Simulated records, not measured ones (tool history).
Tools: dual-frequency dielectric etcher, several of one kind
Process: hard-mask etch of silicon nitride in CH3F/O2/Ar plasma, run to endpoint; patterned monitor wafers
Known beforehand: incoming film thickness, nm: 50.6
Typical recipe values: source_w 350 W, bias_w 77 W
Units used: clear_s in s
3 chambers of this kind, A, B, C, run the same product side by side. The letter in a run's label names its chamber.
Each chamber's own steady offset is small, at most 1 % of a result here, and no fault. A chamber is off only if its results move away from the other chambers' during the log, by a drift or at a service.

{"run": "1B", "hour": 9.2, "source_w": 350, "bias_w": 77, "clear_s": 74.99}
{"run": "2A", "hour": 16.1, "source_w": 350, "bias_w": 77, "clear_s": 75.061}
{"run": "3C", "hour": 27.6, "source_w": 350, "bias_w": 77, "clear_s": 75.755}
{"run": "4A", "hour": 33.6, "source_w": 350, "bias_w": 77, "clear_s": 73.613}
{"run": "5C", "hour": 39.7, "source_w": 410, "bias_w": 65, "clear_s": 75.833}
{"run": "6B", "hour": 48.3, "source_w": 410, "bias_w": 65, "clear_s": 74.047}
{"run": "7A", "hour": 56.1, "source_w": 410, "bias_w": 65, "clear_s": 73.922}
{"run": "8B", "hour": 62.8, "source_w": 350, "bias_w": 77, "clear_s": 75.466}
{"run": "9C", "hour": 72.1, "source_w": 350, "bias_w": 77, "clear_s": 75.828}
{"hour": 78.7, "done": "chamber C: wet clean of the chamber"}
{"run": "10A", "hour": 83.8, "source_w": 350, "bias_w": 77, "clear_s": 74.195}
{"run": "11C", "hour": 91.8, "source_w": 350, "bias_w": 77, "clear_s": 79.974}
{"run": "12B", "hour": 102.1, "source_w": 350, "bias_w": 77, "clear_s": 75.511}
{"run": "13B", "hour": 112.3, "source_w": 350, "bias_w": 77, "clear_s": 75.039}
{"run": "14A", "hour": 121.0, "source_w": 350, "bias_w": 77, "clear_s": 73.901}
{"run": "15C", "hour": 131.1, "source_w": 350, "bias_w": 77, "clear_s": 79.492}
{"run": "16A", "hour": 143.1, "source_w": 260, "bias_w": 61, "clear_s": 91.386}
{"run": "17B", "hour": 152.9, "source_w": 260, "bias_w": 61, "clear_s": 91.481}
{"run": "18C", "hour": 160.8, "source_w": 260, "bias_w": 61, "clear_s": 96.968}
{"run": "19B", "hour": 172.4, "source_w": 350, "bias_w": 77, "clear_s": 74.036}
{"run": "20A", "hour": 177.7, "source_w": 350, "bias_w": 77, "clear_s": 73.716}
{"run": "21C", "hour": 187.8, "source_w": 350, "bias_w": 77, "clear_s": 81.154}

Each of the 3 chambers runs these same settings next. Fill in every chamber's results:
{"run": "22A", "hour": 196.4, "source_w": 420, "bias_w": 77, "clear_s": "?"}
{"run": "22B", "hour": 196.4, "source_w": 420, "bias_w": 77, "clear_s": "?"}
{"run": "22C", "hour": 196.4, "source_w": 420, "bias_w": 77, "clear_s": "?"}

run=22A clear_s=69.508
run=22B clear_s=70.08
run=22C clear_s=74.8

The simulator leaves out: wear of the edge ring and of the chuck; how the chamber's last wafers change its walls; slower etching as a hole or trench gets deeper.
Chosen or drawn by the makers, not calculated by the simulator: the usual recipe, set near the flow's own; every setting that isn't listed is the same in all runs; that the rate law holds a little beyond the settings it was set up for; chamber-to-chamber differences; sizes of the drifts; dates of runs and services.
